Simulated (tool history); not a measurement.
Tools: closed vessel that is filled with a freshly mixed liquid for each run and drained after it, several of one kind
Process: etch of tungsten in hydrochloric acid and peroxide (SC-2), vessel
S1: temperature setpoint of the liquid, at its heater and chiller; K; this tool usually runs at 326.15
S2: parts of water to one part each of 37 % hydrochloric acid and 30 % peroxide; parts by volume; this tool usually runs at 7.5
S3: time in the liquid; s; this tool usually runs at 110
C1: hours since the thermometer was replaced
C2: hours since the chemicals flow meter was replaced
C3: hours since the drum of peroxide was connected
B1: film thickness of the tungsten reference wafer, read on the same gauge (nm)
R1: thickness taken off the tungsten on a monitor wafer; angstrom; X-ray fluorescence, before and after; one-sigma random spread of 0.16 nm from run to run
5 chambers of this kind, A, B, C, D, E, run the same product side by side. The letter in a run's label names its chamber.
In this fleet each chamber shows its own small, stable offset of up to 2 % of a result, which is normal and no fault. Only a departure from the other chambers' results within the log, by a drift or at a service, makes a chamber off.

Run 1E, hour 5.3: usual settings; C1 990.9; C2 457.1; C3 338.2; B1 29.993. Result: R1 191.83 angstrom.
Run 2C, hour 10.7: usual settings; C1 255.0; C2 814.3; C3 54.7; B1 30.007. Result: R1 188.58 angstrom.
Run 3A, hour 17.7: usual settings; C1 601.6; C2 806.1; C3 372.9; B1 30.001. Result: R1 188.72 angstrom.
Run 4D, hour 25.9: usual settings; C1 935.8; C2 650.6; C3 186.2; B1 30.031. Result: R1 190.81 angstrom.
Run 5B, hour 31.2: usual settings; C1 2194.6; C2 1851.2; C3 239.5; B1 30.023. Result: R1 191.35 angstrom.
Run 6D, hour 38.5: usual settings; C1 948.4; C2 663.2; C3 198.8; B1 30.000. Result: R1 191.04 angstrom.
Run 7C, hour 42.9: usual settings; C1 287.2; C2 846.5; C3 86.9; B1 29.979. Result: R1 186.01 angstrom.
Run 8B, hour 50.7: usual settings; C1 2214.1; C2 1870.7; C3 259.0; B1 30.005. Result: R1 191.26 angstrom.
Run 9E, hour 56.0: usual settings; C1 1041.6; C2 507.8; C3 388.9; B1 29.974. Result: R1 194.40 angstrom.
Run 10A, hour 63.0: usual settings; C1 646.9; C2 851.4; C3 418.2; B1 29.964. Result: R1 190.05 angstrom.
Run 11A, hour 69.0: usual settings; C1 652.9; C2 857.4; C3 424.2; B1 30.025. Result: R1 188.35 angstrom.
Run 12D, hour 73.9: usual settings; C1 983.8; C2 698.6; C3 234.2; B1 30.032. Result: R1 191.25 angstrom.
Run 13E, hour 81.9: usual settings; C1 1067.5; C2 533.7; C3 414.8; B1 29.992. Result: R1 193.10 angstrom.
Run 14B, hour 86.0: usual settings but S1 316.65 K, S3 130 s; C1 2249.4; C2 1906.0; C3 294.3; B1 29.997. Result: R1 120.05 angstrom.
Run 15C, hour 89.7: usual settings but S1 316.65 K, S3 130 s; C1 334.0; C2 893.3; C3 133.7; B1 30.004. Result: R1 115.94 angstrom.
Run 16D, hour 94.8: usual settings but S1 316.65 K, S3 130 s; C1 1004.7; C2 719.5; C3 255.1; B1 30.028. Result: R1 117.92 angstrom.
Run 17B, hour 102.1: usual settings but S1 316.65 K, S3 130 s; C1 2265.5; C2 1922.1; C3 310.4; B1 30.018. Result: R1 119.46 angstrom.
Run 18A, hour 105.8: usual settings but S1 316.65 K, S3 130 s; C1 689.7; C2 894.2; C3 461.0; B1 30.014. Result: R1 119.66 angstrom.
Run 19E, hour 110.8: usual settings; C1 1096.4; C2 562.6; C3 443.7; B1 29.991. Result: R1 191.38 angstrom.
Run 20C, hour 117.4: usual settings; C1 361.7; C2 921.0; C3 161.4; B1 29.977. Result: R1 186.10 angstrom.
Run 21C, hour 123.5: usual settings but S1 319.15 K; C1 367.8; C2 927.1; C3 167.5; B1 30.000. Result: R1 117.08 angstrom.
Run 22D, hour 130.4: usual settings but S1 319.15 K; C1 1040.3; C2 755.1; C3 290.7; B1 30.001. Result: R1 120.09 angstrom.
Run 23A, hour 135.6: usual settings but S1 319.15 K; C1 719.5; C2 924.0; C3 490.8; B1 30.036. Result: R1 116.39 angstrom.
At hour 137.1: chamber D: chemicals flow meter replaced.
Run 24E, hour 139.9: usual settings but S1 319.15 K; C1 1125.5; C2 591.7; C3 472.8; B1 29.980. Result: R1 119.91 angstrom.
At hour 141.1: chamber E: thermometer replaced.
Run 25B, hour 145.0: usual settings but S1 319.15 K; C1 2308.4; C2 1965.0; C3 353.3; B1 29.995. Result: R1 121.01 angstrom.
Run 26D, hour 150.6: usual settings; C1 1060.5; C2 13.5; C3 310.9; B1 30.021. Result: R1 192.54 angstrom.
Run 27C, hour 155.4: usual settings; C1 399.7; C2 959.0; C3 199.4; B1 29.999. Result: R1 188.06 angstrom.
Run 28E, hour 160.9: usual settings; C1 19.9; C2 612.7; C3 493.8; B1 29.991. Result: R1 190.07 angstrom.
Run 29B, hour 167.6: usual settings; C1 2331.0; C2 1987.6; C3 375.9; B1 29.978. Result: R1 191.78 angstrom.
Run 30A, hour 174.3: usual settings; C1 758.2; C2 962.7; C3 529.5; B1 30.037. Result: R1 182.84 angstrom.
Run 31E, hour 181.9: usual settings; C1 40.9; C2 633.7; C3 514.8; B1 30.009. Result: R1 192.35 angstrom.
Run 32C, hour 190.0: usual settings; C1 434.3; C2 993.6; C3 234.0; B1 29.992. Result: R1 185.63 angstrom.
Run 33B, hour 193.8: usual settings; C1 2357.2; C2 2013.8; C3 402.1; B1 30.033. Result: R1 192.20 angstrom.
Run 34A, hour 199.0: usual settings; C1 782.9; C2 987.4; C3 554.2; B1 30.024. Result: R1 182.19 angstrom.
Run 35D, hour 203.5: usual settings; C1 1113.4; C2 66.4; C3 363.8; B1 30.031. Result: R1 191.17 angstrom.
Run 36C, hour 208.9: usual settings; C1 453.2; C2 1012.5; C3 252.9; B1 29.980. Result: R1 186.73 angstrom.
Run 37E, hour 213.4: usual settings; C1 72.4; C2 665.2; C3 546.3; B1 30.012. Result: R1 193.37 angstrom.
At hour 215.0: chamber B: new drum of peroxide connected.
Run 38A, hour 218.2: usual settings; C1 802.1; C2 1006.6; C3 573.4; B1 30.010. Result: R1 180.67 angstrom.
Run 39B, hour 225.9: usual settings; C1 2389.3; C2 2045.9; C3 11.0; B1 30.010. Result: R1 193.24 angstrom.
Run 40D, hour 230.0: usual settings; C1 1139.9; C2 92.9; C3 390.3; B1 30.009. Result: R1 190.99 angstrom.
Run 41C, hour 234.4: usual settings; C1 478.7; C2 1038.0; C3 278.4; B1 29.993. Result: R1 183.75 angstrom.
Run 42B, hour 242.6: usual settings; C1 2406.0; C2 2062.6; C3 27.7; B1 30.004. Result: R1 191.79 angstrom.
Run 43A, hour 249.4: usual settings; C1 833.3; C2 1037.8; C3 604.6; B1 30.031. Result: R1 174.70 angstrom.

The same settings go to every chamber for the next run, one line per chamber below. Forecast the results for each:
Run 44A, hour 255.3: usual settings. Result: R1 ?.
Run 44B, hour 255.3: usual settings. Result: R1 ?.
Run 44C, hour 255.3: usual settings. Result: R1 ?.
Run 44D, hour 255.3: usual settings. Result: R1 ?.
Run 44E, hour 255.3: usual settings. Result: R1 ?.

run      R1
44A  175.21
44B  191.90
44C  189.12
44D  191.45
44E  192.30
